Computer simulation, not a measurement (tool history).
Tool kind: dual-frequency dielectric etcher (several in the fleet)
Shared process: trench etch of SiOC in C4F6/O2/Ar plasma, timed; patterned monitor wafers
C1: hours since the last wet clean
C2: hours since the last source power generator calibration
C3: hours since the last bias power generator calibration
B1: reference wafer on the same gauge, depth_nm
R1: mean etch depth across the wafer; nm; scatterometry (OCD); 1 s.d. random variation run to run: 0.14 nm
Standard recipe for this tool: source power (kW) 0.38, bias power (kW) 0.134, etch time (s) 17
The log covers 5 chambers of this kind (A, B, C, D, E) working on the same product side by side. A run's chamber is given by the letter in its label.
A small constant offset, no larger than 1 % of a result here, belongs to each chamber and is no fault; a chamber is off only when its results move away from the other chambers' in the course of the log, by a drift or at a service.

run 1B hour=4.4 | source_power_(kW)=0.38 bias_power_(kW)=0.134 etch_time_(s)=17 | C1=391.6 C2=748.8 C3=1735.2 | B1=26.123 | R1=31.957
run 2E hour=7.5 | source_power_(kW)=0.38 bias_power_(kW)=0.134 etch_time_(s)=17 | C1=364.8 C2=1789.9 C3=1927.6 | B1=26.129 | R1=31.571
run 3A hour=14.5 | source_power_(kW)=0.38 bias_power_(kW)=0.134 etch_time_(s)=17 | C1=225.6 C2=283.2 C3=1787.9 | B1=26.118 | R1=31.184
run 4D hour=21 | source_power_(kW)=0.38 bias_power_(kW)=0.134 etch_time_(s)=17 | C1=88.7 C2=1377.6 C3=1392 | B1=26.078 | R1=31.709
-- hour=21.7 chamber A: bias power generator calibrated
run 5C hour=27.4 | source_power_(kW)=0.38 bias_power_(kW)=0.134 etch_time_(s)=17 | C1=417 C2=355.1 C3=386.1 | B1=26.101 | R1=31.716
run 6E hour=33.9 | source_power_(kW)=0.38 bias_power_(kW)=0.134 etch_time_(s)=17 | C1=391.2 C2=1816.3 C3=1954 | B1=26.081 | R1=31.712
run 7D hour=40.3 | source_power_(kW)=0.45 bias_power_(kW)=0.162 etch_time_(s)=17 | C1=108 C2=1396.9 C3=1411.3 | B1=26.072 | R1=35.516
run 8C hour=44.6 | source_power_(kW)=0.45 bias_power_(kW)=0.162 etch_time_(s)=17 | C1=434.2 C2=372.3 C3=403.3 | B1=26.096 | R1=35.637
-- hour=48.6 chamber C: wet clean of the chamber
run 9A hour=49.3 | source_power_(kW)=0.45 bias_power_(kW)=0.162 etch_time_(s)=17 | C1=260.4 C2=318 C3=27.6 | B1=26.094 | R1=35.568
run 10B hour=55 | source_power_(kW)=0.45 bias_power_(kW)=0.162 etch_time_(s)=17 | C1=442.2 C2=799.4 C3=1785.8 | B1=26.14 | R1=36.098
run 11A hour=61.1 | source_power_(kW)=0.45 bias_power_(kW)=0.162 etch_time_(s)=17 | C1=272.2 C2=329.8 C3=39.4 | B1=26.116 | R1=35.173
run 12E hour=67.6 | source_power_(kW)=0.38 bias_power_(kW)=0.134 etch_time_(s)=17 | C1=424.9 C2=1850 C3=1987.7 | B1=26.085 | R1=31.414
-- hour=69.9 chamber E: wet clean of the chamber
run 13C hour=71.7 | source_power_(kW)=0.38 bias_power_(kW)=0.134 etch_time_(s)=13.5 | C1=23.1 C2=399.4 C3=430.4 | B1=26.107 | R1=24.865
run 14D hour=74.9 | source_power_(kW)=0.38 bias_power_(kW)=0.134 etch_time_(s)=13.5 | C1=142.6 C2=1431.5 C3=1445.9 | B1=26.101 | R1=25.156
run 15B hour=79.4 | source_power_(kW)=0.38 bias_power_(kW)=0.134 etch_time_(s)=13.5 | C1=466.6 C2=823.8 C3=1810.2 | B1=26.095 | R1=25.318
run 16B hour=83.3 | source_power_(kW)=0.38 bias_power_(kW)=0.134 etch_time_(s)=13.5 | C1=470.5 C2=827.7 C3=1814.1 | B1=26.132 | R1=25.178
run 17C hour=90.1 | source_power_(kW)=0.38 bias_power_(kW)=0.134 etch_time_(s)=13.5 | C1=41.5 C2=417.8 C3=448.8 | B1=26.109 | R1=25.101
run 18A hour=93.5 | source_power_(kW)=0.38 bias_power_(kW)=0.134 etch_time_(s)=17 | C1=304.6 C2=362.2 C3=71.8 | B1=26.134 | R1=31.271
-- hour=99.6 chamber B: bias power generator calibrated
run 19D hour=99.7 | source_power_(kW)=0.38 bias_power_(kW)=0.134 etch_time_(s)=17 | C1=167.4 C2=1456.3 C3=1470.7 | B1=26.099 | R1=31.505
run 20E hour=106.6 | source_power_(kW)=0.38 bias_power_(kW)=0.134 etch_time_(s)=17 | C1=36.7 C2=1889 C3=2026.7 | B1=26.105 | R1=31.754
run 21B hour=112.5 | source_power_(kW)=0.38 bias_power_(kW)=0.134 etch_time_(s)=17 | C1=499.7 C2=856.9 C3=13 | B1=26.083 | R1=31.703
run 22D hour=116.7 | source_power_(kW)=0.38 bias_power_(kW)=0.118 etch_time_(s)=17 | C1=184.4 C2=1473.3 C3=1487.7 | B1=26.075 | R1=30.545
run 23A hour=122.8 | source_power_(kW)=0.38 bias_power_(kW)=0.118 etch_time_(s)=17 | C1=333.9 C2=391.5 C3=101.1 | B1=26.094 | R1=30.151
run 24C hour=126.8 | source_power_(kW)=0.38 bias_power_(kW)=0.118 etch_time_(s)=17 | C1=78.2 C2=454.5 C3=485.5 | B1=26.118 | R1=30.462
run 25E hour=130 | source_power_(kW)=0.38 bias_power_(kW)=0.118 etch_time_(s)=17 | C1=60.1 C2=1912.4 C3=2050.1 | B1=26.139 | R1=30.488
run 26E hour=136 | source_power_(kW)=0.38 bias_power_(kW)=0.118 etch_time_(s)=17 | C1=66.1 C2=1918.4 C3=2056.1 | B1=26.098 | R1=30.4
run 27D hour=139.4 | source_power_(kW)=0.38 bias_power_(kW)=0.134 etch_time_(s)=17 | C1=207.1 C2=1496 C3=1510.4 | B1=26.104 | R1=31.782
run 28C hour=143.9 | source_power_(kW)=0.38 bias_power_(kW)=0.134 etch_time_(s)=17 | C1=95.3 C2=471.6 C3=502.6 | B1=26.118 | R1=31.325
run 29B hour=149.3 | source_power_(kW)=0.38 bias_power_(kW)=0.134 etch_time_(s)=17 | C1=536.5 C2=893.7 C3=49.8 | B1=26.088 | R1=31.758
run 30A hour=155.3 | source_power_(kW)=0.38 bias_power_(kW)=0.134 etch_time_(s)=17 | C1=366.4 C2=424 C3=133.6 | B1=26.087 | R1=31.045

For the next run the whole fleet of 5 chambers uses the same settings. Give each chamber's results:
run 31A hour=160.3 | source_power_(kW)=0.38 bias_power_(kW)=0.134 etch_time_(s)=19 | R1=?
run 31B hour=160.3 | source_power_(kW)=0.38 bias_power_(kW)=0.134 etch_time_(s)=19 | R1=?
run 31C hour=160.3 | source_power_(kW)=0.38 bias_power_(kW)=0.134 etch_time_(s)=19 | R1=?
run 31D hour=160.3 | source_power_(kW)=0.38 bias_power_(kW)=0.134 etch_time_(s)=19 | R1=?
run 31E hour=160.3 | source_power_(kW)=0.38 bias_power_(kW)=0.134 etch_time_(s)=19 | R1=?

run=31A R1=34.759
run=31B R1=35.133
run=31C R1=35.472
run=31D R1=35.173
run=31E R1=35.468

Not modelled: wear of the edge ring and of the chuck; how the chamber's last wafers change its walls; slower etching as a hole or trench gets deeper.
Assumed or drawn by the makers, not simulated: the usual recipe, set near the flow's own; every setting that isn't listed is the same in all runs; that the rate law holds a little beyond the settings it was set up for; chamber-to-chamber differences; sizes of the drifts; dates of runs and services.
